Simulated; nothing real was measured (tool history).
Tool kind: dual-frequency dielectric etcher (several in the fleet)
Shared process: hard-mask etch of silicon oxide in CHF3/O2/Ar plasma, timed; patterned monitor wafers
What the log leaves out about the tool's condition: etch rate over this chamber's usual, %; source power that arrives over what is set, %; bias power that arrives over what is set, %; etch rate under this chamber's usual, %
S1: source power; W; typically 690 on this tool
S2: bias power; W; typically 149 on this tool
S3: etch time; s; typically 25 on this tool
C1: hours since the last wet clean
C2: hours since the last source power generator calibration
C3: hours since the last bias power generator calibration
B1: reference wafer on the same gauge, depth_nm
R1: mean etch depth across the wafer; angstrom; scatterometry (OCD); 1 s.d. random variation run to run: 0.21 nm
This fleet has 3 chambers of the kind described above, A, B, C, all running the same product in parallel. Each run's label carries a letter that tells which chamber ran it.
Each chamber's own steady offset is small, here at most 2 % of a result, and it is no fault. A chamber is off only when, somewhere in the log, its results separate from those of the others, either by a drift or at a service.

| run | hour | S1 | S2 | S3 | C1 | C2 | C3 | B1 | R1 |
|---|---|---|---|---|---|---|---|---|---|
| 1B | 6.9 | 690 | 149 | 25 | 475.8 | 1683 | 3316.5 | 50.404 | 491.98 |
| 2A | 13.6 | 690 | 149 | 25 | 144.5 | 2376.2 | 1810.2 | 50.4 | 500.5 |
| 3C | 21 | 690 | 149 | 25 | 421.9 | 1077.6 | 1784.2 | 50.342 | 489.46 |
|  | 24.5 | chamber B: bias power generator calibrated |
| 4B | 27.7 | 690 | 149 | 25 | 496.6 | 1703.8 | 3.2 | 50.435 | 488.15 |
| 5C | 31.4 | 690 | 149 | 25 | 432.3 | 1088 | 1794.6 | 50.406 | 488.01 |
| 6A | 38.3 | 690 | 149 | 25 | 169.2 | 2400.9 | 1834.9 | 50.4 | 501.41 |
| 7B | 44.8 | 690 | 149 | 25 | 513.7 | 1720.9 | 20.3 | 50.448 | 489.56 |
| 8A | 52.4 | 690 | 149 | 25 | 183.3 | 2415 | 1849 | 50.372 | 499.16 |
| 9C | 59.4 | 690 | 149 | 25 | 460.3 | 1116 | 1822.6 | 50.401 | 485.97 |
| 10C | 66.9 | 690 | 149 | 25 | 467.8 | 1123.5 | 1830.1 | 50.388 | 486.37 |
| 11A | 71.4 | 690 | 149 | 25 | 202.3 | 2434 | 1868 | 50.416 | 499.87 |
| 12B | 76.8 | 690 | 149 | 25 | 545.7 | 1752.9 | 52.3 | 50.33 | 489.64 |
| 13B | 81.7 | 690 | 149 | 25 | 550.6 | 1757.8 | 57.2 | 50.389 | 491.08 |
| 14A | 86.4 | 690 | 149 | 25 | 217.3 | 2449 | 1883 | 50.42 | 496.68 |
| 15C | 91.6 | 690 | 149 | 25 | 492.5 | 1148.2 | 1854.8 | 50.425 | 491.12 |
|  | 92.9 | chamber C: wet clean of the chamber |
| 16B | 100 | 690 | 149 | 25 | 568.9 | 1776.1 | 75.5 | 50.359 | 489.59 |
| 17C | 104 | 690 | 149 | 25 | 11.1 | 1160.6 | 1867.2 | 50.427 | 464.69 |
| 18A | 109.8 | 690 | 149 | 25 | 240.7 | 2472.4 | 1906.4 | 50.366 | 498.7 |
| 19B | 117.5 | 690 | 149 | 25 | 586.4 | 1793.6 | 93 | 50.389 | 492.66 |
|  | 122.9 | chamber B: wet clean of the chamber |
| 20A | 125.5 | 690 | 149 | 25 | 256.4 | 2488.1 | 1922.1 | 50.423 | 501.74 |
| 21C | 131.2 | 690 | 149 | 25 | 38.3 | 1187.8 | 1894.4 | 50.418 | 462.94 |
| 22B | 137.1 | 690 | 149 | 25 | 14.3 | 1813.2 | 112.6 | 50.381 | 489.73 |
| 23A | 143 | 690 | 149 | 25 | 273.9 | 2505.6 | 1939.6 | 50.376 | 501.73 |
| 24C | 147.8 | 690 | 149 | 25 | 54.9 | 1204.4 | 1911 | 50.362 | 464.22 |
| 25B | 154.7 | 690 | 149 | 25 | 31.9 | 1830.8 | 130.2 | 50.456 | 489.61 |
| 26C | 158.3 | 690 | 149 | 25 | 65.4 | 1214.9 | 1921.5 | 50.353 | 464.96 |
| 27A | 162 | 690 | 149 | 25 | 292.9 | 2524.6 | 1958.6 | 50.397 | 500.02 |
| 28C | 166.7 | 690 | 149 | 25 | 73.8 | 1223.3 | 1929.9 | 50.445 | 465.1 |
| 29A | 174.1 | 690 | 149 | 25 | 305 | 2536.7 | 1970.7 | 50.33 | 500.33 |
| 30B | 180.7 | 690 | 149 | 25 | 57.9 | 1856.8 | 156.2 | 50.362 | 493.16 |
| 31C | 189 | 690 | 149 | 25 | 96.1 | 1245.6 | 1952.2 | 50.426 | 465.84 |
| 32B | 196.9 | 690 | 149 | 25 | 74.1 | 1873 | 172.4 | 50.383 | 490.51 |
| 33A | 201.8 | 690 | 149 | 25 | 332.7 | 2564.4 | 1998.4 | 50.389 | 498.87 |

Does one chamber stand apart from the rest, does the shared gauge drift, or is all well apart from small per-chamber offsets? Give the chamber and the most likely cause, where there is one.

Chamber C has stood off from the others ever since a service on it.
Most likely cause: etch rate under this chamber's usual, % = 4.76.

Which of the 4 candidates below, each the usual settings with something changed and its results left as question marks, puts chamber C back in line with what the other chambers give on the usual settings?
Maximum distance from the other chambers' mean on the usual settings for a result to count as in line: R1 7.5 angstrom
| 34C-1 | 207.8 | 680 | 148 | 24.5 |  |  |  |  | ? |
| 34C-2 | 207.8 | 740 | 149 | 25 |  |  |  |  | ? |
| 34C-3 | 207.8 | 620 | 136 | 25 |  |  |  |  | ? |
| 34C-4 | 207.8 | 690 | 151 | 26.5 |  |  |  |  | ? |

The other chambers' mean on the usual settings: R1 495.94 angstrom
| run | R1 |
|---|---|
| 34C-1 | 451.9 |
| 34C-2 | 477.31 |
| 34C-3 | 433.37 |
| 34C-4 | 494.68 |
34C-4 brings the chamber back in line.

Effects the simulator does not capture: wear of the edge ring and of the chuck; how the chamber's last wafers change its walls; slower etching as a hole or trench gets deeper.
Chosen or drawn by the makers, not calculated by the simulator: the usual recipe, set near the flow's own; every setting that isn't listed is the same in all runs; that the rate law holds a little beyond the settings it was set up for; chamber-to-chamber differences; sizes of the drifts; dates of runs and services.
